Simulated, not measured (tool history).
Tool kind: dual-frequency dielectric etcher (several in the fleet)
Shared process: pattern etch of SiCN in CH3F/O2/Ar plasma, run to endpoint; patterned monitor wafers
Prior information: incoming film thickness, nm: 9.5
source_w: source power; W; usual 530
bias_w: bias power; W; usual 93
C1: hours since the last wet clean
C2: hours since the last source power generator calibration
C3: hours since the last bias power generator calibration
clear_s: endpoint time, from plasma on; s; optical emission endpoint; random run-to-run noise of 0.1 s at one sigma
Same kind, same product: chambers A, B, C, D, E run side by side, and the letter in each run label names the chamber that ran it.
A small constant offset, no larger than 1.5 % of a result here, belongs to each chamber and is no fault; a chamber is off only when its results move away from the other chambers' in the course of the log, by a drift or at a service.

{"run": "1C", "day": 0.304, "source_w": 530, "bias_w": 93, "C1": 160.6, "C2": 2891.2, "C3": 2650.6, "clear_s": 21.119}
{"run": "2D", "day": 0.529, "source_w": 530, "bias_w": 93, "C1": 256.6, "C2": 137.3, "C3": 4372.5, "clear_s": 20.577}
{"run": "3E", "day": 0.708, "source_w": 530, "bias_w": 93, "C1": 414.7, "C2": 1932.0, "C3": 1830.5, "clear_s": 20.604}
{"run": "4B", "day": 0.879, "source_w": 530, "bias_w": 93, "C1": 22.5, "C2": 677.5, "C3": 444.8, "clear_s": 20.773}
{"run": "5A", "day": 1.192, "source_w": 530, "bias_w": 93, "C1": 170.3, "C2": 1891.8, "C3": 2171.2, "clear_s": 20.762}
{"run": "6B", "day": 1.338, "source_w": 530, "bias_w": 93, "C1": 33.5, "C2": 688.5, "C3": 455.8, "clear_s": 20.701}
{"run": "7C", "day": 1.529, "source_w": 530, "bias_w": 93, "C1": 190.0, "C2": 2920.6, "C3": 2680.0, "clear_s": 21.149}
{"run": "8D", "day": 1.808, "source_w": 530, "bias_w": 93, "C1": 287.3, "C2": 168.0, "C3": 4403.2, "clear_s": 20.467}
{"run": "9A", "day": 1.971, "source_w": 530, "bias_w": 93, "C1": 189.0, "C2": 1910.5, "C3": 2189.9, "clear_s": 20.765}
{"day": 2.05, "done": "chamber C: source power generator calibrated"}
{"run": "10E", "day": 2.217, "source_w": 530, "bias_w": 93, "C1": 450.9, "C2": 1968.2, "C3": 1866.7, "clear_s": 20.827}
{"run": "11C", "day": 2.375, "source_w": 530, "bias_w": 93, "C1": 210.3, "C2": 7.9, "C3": 2700.3, "clear_s": 20.951}
{"day": 2.492, "done": "chamber E: wet clean of the chamber"}
{"run": "12A", "day": 2.667, "source_w": 640, "bias_w": 103, "C1": 205.7, "C2": 1927.2, "C3": 2206.6, "clear_s": 18.682}
{"run": "13D", "day": 2.975, "source_w": 640, "bias_w": 103, "C1": 315.3, "C2": 196.0, "C3": 4431.2, "clear_s": 18.381}
{"run": "14E", "day": 3.275, "source_w": 640, "bias_w": 103, "C1": 18.8, "C2": 1993.6, "C3": 1892.1, "clear_s": 18.662}
{"run": "15B", "day": 3.546, "source_w": 640, "bias_w": 103, "C1": 86.5, "C2": 741.5, "C3": 508.8, "clear_s": 18.569}
{"run": "16A", "day": 3.871, "source_w": 640, "bias_w": 103, "C1": 234.6, "C2": 1956.1, "C3": 2235.5, "clear_s": 18.657}
{"run": "17C", "day": 4.133, "source_w": 530, "bias_w": 93, "C1": 252.5, "C2": 50.1, "C3": 2742.5, "clear_s": 20.942}
{"day": 4.212, "done": "chamber D: wet clean of the chamber"}
{"run": "18D", "day": 4.417, "source_w": 530, "bias_w": 93, "C1": 5.0, "C2": 230.6, "C3": 4465.8, "clear_s": 21.569}
{"run": "19B", "day": 4.583, "source_w": 530, "bias_w": 93, "C1": 111.4, "C2": 766.4, "C3": 533.7, "clear_s": 20.904}
{"day": 4.604, "done": "chamber C: bias power generator calibrated"}
{"run": "20E", "day": 4.821, "source_w": 530, "bias_w": 102, "C1": 55.9, "C2": 2030.7, "C3": 1929.2, "clear_s": 20.034}
{"run": "21A", "day": 5.121, "source_w": 530, "bias_w": 102, "C1": 264.6, "C2": 1986.1, "C3": 2265.5, "clear_s": 20.124}
{"run": "22C", "day": 5.292, "source_w": 530, "bias_w": 102, "C1": 280.3, "C2": 77.9, "C3": 16.6, "clear_s": 20.355}
{"run": "23E", "day": 5.508, "source_w": 530, "bias_w": 102, "C1": 72.4, "C2": 2047.2, "C3": 1945.7, "clear_s": 19.938}
{"run": "24D", "day": 5.821, "source_w": 530, "bias_w": 102, "C1": 38.7, "C2": 264.3, "C3": 4499.5, "clear_s": 20.651}
{"run": "25B", "day": 6.046, "source_w": 450, "bias_w": 113, "C1": 146.5, "C2": 801.5, "C3": 568.8, "clear_s": 20.583}
{"run": "26B", "day": 6.346, "source_w": 450, "bias_w": 113, "C1": 153.7, "C2": 808.7, "C3": 576.0, "clear_s": 20.456}
{"run": "27C", "day": 6.583, "source_w": 450, "bias_w": 113, "C1": 311.3, "C2": 108.9, "C3": 47.6, "clear_s": 20.701}
{"run": "28A", "day": 6.808, "source_w": 450, "bias_w": 113, "C1": 305.1, "C2": 2026.6, "C3": 2306.0, "clear_s": 20.505}
{"run": "29E", "day": 6.996, "source_w": 450, "bias_w": 113, "C1": 108.1, "C2": 2082.9, "C3": 1981.4, "clear_s": 20.424}
{"run": "30D", "day": 7.212, "source_w": 530, "bias_w": 93, "C1": 72.1, "C2": 297.7, "C3": 4532.9, "clear_s": 21.266}
{"run": "31E", "day": 7.379, "source_w": 530, "bias_w": 93, "C1": 117.3, "C2": 2092.1, "C3": 1990.6, "clear_s": 20.528}
{"run": "32C", "day": 7.625, "source_w": 480, "bias_w": 101, "C1": 336.3, "C2": 133.9, "C3": 72.6, "clear_s": 21.078}
{"run": "33B", "day": 7.933, "source_w": 480, "bias_w": 101, "C1": 191.8, "C2": 846.8, "C3": 614.1, "clear_s": 20.935}
{"run": "34D", "day": 8.175, "source_w": 480, "bias_w": 101, "C1": 95.2, "C2": 320.8, "C3": 4556.0, "clear_s": 21.602}
{"run": "35A", "day": 8.442, "source_w": 480, "bias_w": 101, "C1": 344.3, "C2": 2065.8, "C3": 2345.2, "clear_s": 20.847}

For the next run the whole fleet of 5 chambers uses the same settings. Give each chamber's results:
{"run": "36A", "day": 8.675, "source_w": 450, "bias_w": 93, "clear_s": "?"}
{"run": "36B", "day": 8.675, "source_w": 450, "bias_w": 93, "clear_s": "?"}
{"run": "36C", "day": 8.675, "source_w": 450, "bias_w": 93, "clear_s": "?"}
{"run": "36D", "day": 8.675, "source_w": 450, "bias_w": 93, "clear_s": "?"}
{"run": "36E", "day": 8.675, "source_w": 450, "bias_w": 93, "clear_s": "?"}

run=36A clear_s=22.055
run=36B clear_s=22.216
run=36C clear_s=22.340
run=36D clear_s=22.497
run=36E clear_s=21.980
